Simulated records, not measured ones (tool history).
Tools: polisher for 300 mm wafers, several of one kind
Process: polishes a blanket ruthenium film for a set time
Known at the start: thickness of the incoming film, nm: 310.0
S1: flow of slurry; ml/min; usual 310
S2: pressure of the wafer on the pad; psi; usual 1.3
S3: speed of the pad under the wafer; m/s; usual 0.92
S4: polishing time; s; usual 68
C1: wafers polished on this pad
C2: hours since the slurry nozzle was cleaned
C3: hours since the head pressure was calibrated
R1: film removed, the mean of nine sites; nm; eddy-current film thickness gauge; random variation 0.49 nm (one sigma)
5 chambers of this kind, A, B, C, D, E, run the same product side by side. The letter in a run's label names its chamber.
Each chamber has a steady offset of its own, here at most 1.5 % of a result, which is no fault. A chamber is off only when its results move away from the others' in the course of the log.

run,hour,S1,S2,S3,S4,C1,C2,C3,R1
1C,5.4,310,1.3,0.92,68,271,285.5,321,52.956
2D,10.5,310,1.3,0.92,68,143,71.1,535.8,54.073
3A,14.6,310,1.3,0.92,68,600,578.6,202.8,53.339
# hour 16.4: chamber E: worn pad replaced by a new one
4B,21,310,1.3,0.92,68,510,113.7,485.2,55.015
5E,24.3,310,1.3,0.92,68,94,305.6,872.1,54.52
# hour 27.5: chamber A: worn pad replaced by a new one
# hour 27.5: chamber A: slurry nozzle cleaned
6A,27.6,310,1.3,0.92,68,2,0.2,215.8,52.98
7E,33.3,310,1.3,0.92,68,201,314.6,881.1,54.662
# hour 35.4: chamber C: slurry nozzle cleaned
8B,37.6,310,1.3,0.92,68,708,130.3,501.8,54.023
9C,44.5,310,1.3,0.92,68,737,9.2,360.1,53.123
10D,48.4,310,1.3,0.92,68,594,109,573.7,53.208
11B,52.1,310,1.3,0.92,68,881,144.8,516.3,54.359
# hour 52.3: chamber B: worn pad replaced by a new one
12A,56.8,310,1.3,0.92,68,349,29.4,245,53.586
# hour 60.6: chamber C: worn pad replaced by a new one
13C,63.1,310,1.3,0.92,68,30,27.8,378.7,54.078
# hour 66: chamber D: worn pad replaced by a new one
14D,66.4,310,1.3,0.92,68,5,127,591.7,53.885
15E,70.4,310,1.3,0.92,68,643,351.7,918.2,54.29
16E,73.8,310,1.3,0.92,68,684,355.1,921.6,53.351
# hour 77.9: chamber C: head pressure recalibrated
17C,78.9,310,1.3,0.92,68,218,43.6,1,53.378
# hour 82.5: chamber B: head pressure recalibrated
18A,83.2,310,1.3,0.92,68,664,55.8,271.4,53.297
19B,86.6,310,1.3,0.92,68,409,179.3,4.1,59.861
# hour 87.7: chamber E: worn pad replaced by a new one
# hour 92.5: chamber A: worn pad replaced by a new one
20D,92.7,310,1.3,0.92,68,319,153.3,618,53.502
21E,98.9,310,1.5,0.92,51,133,380.2,946.7,47.598
22D,102.3,310,1.5,0.92,51,433,162.9,627.6,46.25
# hour 103.2: chamber E: head pressure recalibrated
23A,106.2,310,1.5,0.92,51,163,78.8,294.4,45.792
24C,112.3,310,1.5,0.92,51,616,77,34.4,46.473
25B,118,310,1.5,0.92,51,783,210.7,35.5,52.305
26B,123.1,310,1.3,0.92,68,844,215.8,40.6,60.425
27A,129.9,310,1.3,0.92,68,445,102.5,318.1,53.243
# hour 131.4: chamber B: worn pad replaced by a new one
# hour 133.3: chamber D: worn pad replaced by a new one
28E,135.9,230,1.7,0.92,68,574,417.2,32.7,68.216
29C,139.1,230,1.7,0.92,68,935,103.8,61.2,67.924
30D,142.2,230,1.7,0.92,68,106,202.8,667.5,67.937
# hour 145.8: chamber C: worn pad replaced by a new one
31B,147,230,1.7,0.92,68,186,239.7,64.5,76.78
32A,150.2,230,1.7,0.92,68,687,122.8,338.4,67.562
33E,154.3,310,1.3,0.92,46,794,435.6,51.1,36.698
# hour 158.3: chamber A: worn pad replaced by a new one
34C,159.6,310,1.3,0.92,46,165,124.3,81.7,36.261
# hour 160.2: chamber E: worn pad replaced by a new one
35D,164.2,310,1.3,0.92,46,368,224.8,689.5,35.84
36C,170.9,310,1.3,0.92,46,299,135.6,93,36.257
37A,176.9,310,1.3,0.92,46,222,149.5,365.1,36.338
38B,181,310,1.3,0.92,68,591,273.7,98.5,61.059
39D,185.5,310,1.3,0.92,68,622,246.1,710.8,54.079
40E,192.4,310,1.3,0.78,68,384,473.7,89.2,46.465
41C,197.4,310,1.3,0.78,68,615,162.1,119.5,45.774
42A,202.5,310,1.3,0.78,68,527,175.1,390.7,45.841
43B,206.3,310,1.3,0.78,68,892,299,123.8,50.564
# hour 208.5: chamber D: worn pad replaced by a new one
44D,210.5,310,1.3,0.78,68,24,271.1,735.8,45.009

Is one chamber off against the others, does the gauge drift, or is nothing wrong? If a chamber is off, say which, and what the likeliest cause is.

A service left chamber B off against the others.
Cause: head's pressure above its setpoint, % = 11.2.

Here are 4 candidates for chamber B's next run, each the usual settings with a change, their results left as question marks. Which one brings its results back in line with what the others give on the usual settings?
In line means no further than this from the other chambers' mean on the usual settings: R1 1.7 nm
45B-1,215.4,310,1.3,0.92,64,,,,?
45B-2,215.4,310,1.2,0.92,65,,,,?
45B-3,215.4,310,1.3,0.98,72,,,,?
45B-4,215.4,310,1.3,0.94,70,,,,?

The other chambers' mean on the usual settings: R1 53.628 nm
run,R1
45B-1,56.733
45B-2,53.215
45B-3,68.034
45B-4,63.416
45B-2 brings the chamber back in line.
